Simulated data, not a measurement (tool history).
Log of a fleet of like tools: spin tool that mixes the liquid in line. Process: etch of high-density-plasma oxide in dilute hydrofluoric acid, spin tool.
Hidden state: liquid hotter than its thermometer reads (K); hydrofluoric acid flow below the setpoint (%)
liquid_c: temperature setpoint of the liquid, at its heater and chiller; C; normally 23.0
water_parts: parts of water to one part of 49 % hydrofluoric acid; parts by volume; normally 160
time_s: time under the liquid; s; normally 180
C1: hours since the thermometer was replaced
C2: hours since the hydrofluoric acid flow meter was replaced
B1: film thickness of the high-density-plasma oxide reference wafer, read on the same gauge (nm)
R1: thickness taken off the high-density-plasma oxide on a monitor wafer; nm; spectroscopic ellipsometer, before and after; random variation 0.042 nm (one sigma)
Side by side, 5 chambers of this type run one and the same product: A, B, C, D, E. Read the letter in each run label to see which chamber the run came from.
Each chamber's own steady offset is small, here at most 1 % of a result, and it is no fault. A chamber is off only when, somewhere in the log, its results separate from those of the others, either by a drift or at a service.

Run 1C, hour 11.8: usual settings; C1 1990.0; C2 682.6; B1 59.994. Result: R1 5.1572 nm.
Run 2B, hour 25.3: usual settings; C1 2047.9; C2 1763.8; B1 59.998. Result: R1 5.2538 nm.
At hour 31.0: chamber E: hydrofluoric acid flow meter replaced.
Run 3D, hour 34.9: usual settings; C1 1178.0; C2 35.0; B1 60.011. Result: R1 5.1388 nm.
Run 4A, hour 42.4: usual settings; C1 1521.8; C2 708.6; B1 59.982. Result: R1 5.1828 nm.
Run 5E, hour 49.6: usual settings; C1 741.1; C2 18.7; B1 59.990. Result: R1 5.1407 nm.
Run 6D, hour 63.3: usual settings; C1 1206.4; C2 63.4; B1 60.019. Result: R1 5.1625 nm.
Run 7E, hour 75.9: usual settings; C1 767.4; C2 45.0; B1 59.975. Result: R1 5.0961 nm.
Run 8C, hour 84.9: usual settings; C1 2063.1; C2 755.7; B1 59.966. Result: R1 5.1716 nm.
Run 9B, hour 95.1: usual settings; C1 2117.7; C2 1833.6; B1 59.991. Result: R1 5.1661 nm.
Run 10A, hour 108.0: usual settings; C1 1587.4; C2 774.2; B1 60.018. Result: R1 5.1280 nm.
Run 11D, hour 116.4: usual settings; C1 1259.5; C2 116.5; B1 60.027. Result: R1 5.1862 nm.
At hour 123.1: chamber B: hydrofluoric acid flow meter replaced.
Run 12B, hour 127.1: usual settings; C1 2149.7; C2 4.0; B1 59.987. Result: R1 5.2466 nm.
Run 13E, hour 134.6: usual settings; C1 826.1; C2 103.7; B1 59.994. Result: R1 5.0994 nm.
Run 14A, hour 147.1: usual settings; C1 1626.5; C2 813.3; B1 59.999. Result: R1 5.1405 nm.
Run 15C, hour 155.8: usual settings; C1 2134.0; C2 826.6; B1 60.012. Result: R1 5.1700 nm.
At hour 155.9: chamber A: thermometer replaced.
Run 16B, hour 169.6: usual settings; C1 2192.2; C2 46.5; B1 59.999. Result: R1 5.1409 nm.
Run 17E, hour 180.8: usual settings; C1 872.3; C2 149.9; B1 59.998. Result: R1 5.1612 nm.
At hour 184.7: chamber D: thermometer replaced.
Run 18D, hour 194.9: usual settings; C1 10.3; C2 195.0; B1 60.029. Result: R1 5.0774 nm.
Run 19A, hour 202.4: usual settings; C1 46.5; C2 868.6; B1 59.980. Result: R1 4.9314 nm.
Run 20C, hour 210.6: usual settings; C1 2188.8; C2 881.4; B1 59.989. Result: R1 5.1222 nm.
Run 21C, hour 223.9: usual settings; C1 2202.1; C2 894.7; B1 60.033. Result: R1 5.1419 nm.
Run 22E, hour 234.7: usual settings; C1 926.2; C2 203.8; B1 59.999. Result: R1 5.1807 nm.
Run 23A, hour 242.6: usual settings but time_s 120 s; C1 86.7; C2 908.8; B1 59.990. Result: R1 3.3306 nm.
Run 24B, hour 256.9: usual settings but time_s 120 s; C1 2279.5; C2 133.8; B1 59.971. Result: R1 3.4927 nm.
Run 25D, hour 264.9: usual settings but time_s 120 s; C1 80.3; C2 265.0; B1 59.992. Result: R1 3.4065 nm.
Run 26D, hour 274.1: usual settings but time_s 120 s; C1 89.5; C2 274.2; B1 60.007. Result: R1 3.4098 nm.
Run 27B, hour 280.3: usual settings but time_s 120 s; C1 2302.9; C2 157.2; B1 60.021. Result: R1 3.5043 nm.
Run 28A, hour 291.6: usual settings; C1 135.7; C2 957.8; B1 59.990. Result: R1 4.8194 nm.
Run 29E, hour 299.6: usual settings; C1 991.1; C2 268.7; B1 59.980. Result: R1 5.1896 nm.
Run 30C, hour 308.2: usual settings; C1 2286.4; C2 979.0; B1 59.982. Result: R1 5.0333 nm.
Run 31E, hour 319.6: usual settings; C1 1011.1; C2 288.7; B1 60.027. Result: R1 5.1886 nm.
Run 32A, hour 330.0: usual settings; C1 174.1; C2 996.2; B1 59.980. Result: R1 4.8409 nm.
Run 33D, hour 342.8: usual settings but liquid_c 20.5 C, water_parts 100 parts by volume; C1 158.2; C2 342.9; B1 59.990. Result: R1 7.8087 nm.
Run 34C, hour 354.4: usual settings but liquid_c 20.5 C, water_parts 100 parts by volume; C1 2332.6; C2 1025.2; B1 60.020. Result: R1 7.8493 nm.
Run 35B, hour 362.2: usual settings but liquid_c 20.5 C, water_parts 100 parts by volume; C1 2384.8; C2 239.1; B1 60.016. Result: R1 8.1217 nm.
Run 36A, hour 369.9: usual settings but liquid_c 20.5 C, water_parts 100 parts by volume; C1 214.0; C2 1036.1; B1 60.012. Result: R1 7.2657 nm.
Run 37C, hour 384.0: usual settings but liquid_c 20.5 C, water_parts 100 parts by volume; C1 2362.2; C2 1054.8; B1 59.994. Result: R1 7.9200 nm.
Run 38D, hour 398.1: usual settings; C1 213.5; C2 398.2; B1 60.000. Result: R1 5.1161 nm.
Run 39B, hour 407.3: usual settings; C1 2429.9; C2 284.2; B1 59.998. Result: R1 5.2233 nm.

Next, every chamber runs the same settings. What will each give?
Run 40A, hour 417.6: usual settings but water_parts 200 parts by volume. Result: R1 ?.
Run 40B, hour 417.6: usual settings but water_parts 200 parts by volume. Result: R1 ?.
Run 40C, hour 417.6: usual settings but water_parts 200 parts by volume. Result: R1 ?.
Run 40D, hour 417.6: usual settings but water_parts 200 parts by volume. Result: R1 ?.
Run 40E, hour 417.6: usual settings but water_parts 200 parts by volume. Result: R1 ?.

run      R1
40A  3.6068
40B  4.0451
40C  3.9292
40D  3.9303
40E  3.9531

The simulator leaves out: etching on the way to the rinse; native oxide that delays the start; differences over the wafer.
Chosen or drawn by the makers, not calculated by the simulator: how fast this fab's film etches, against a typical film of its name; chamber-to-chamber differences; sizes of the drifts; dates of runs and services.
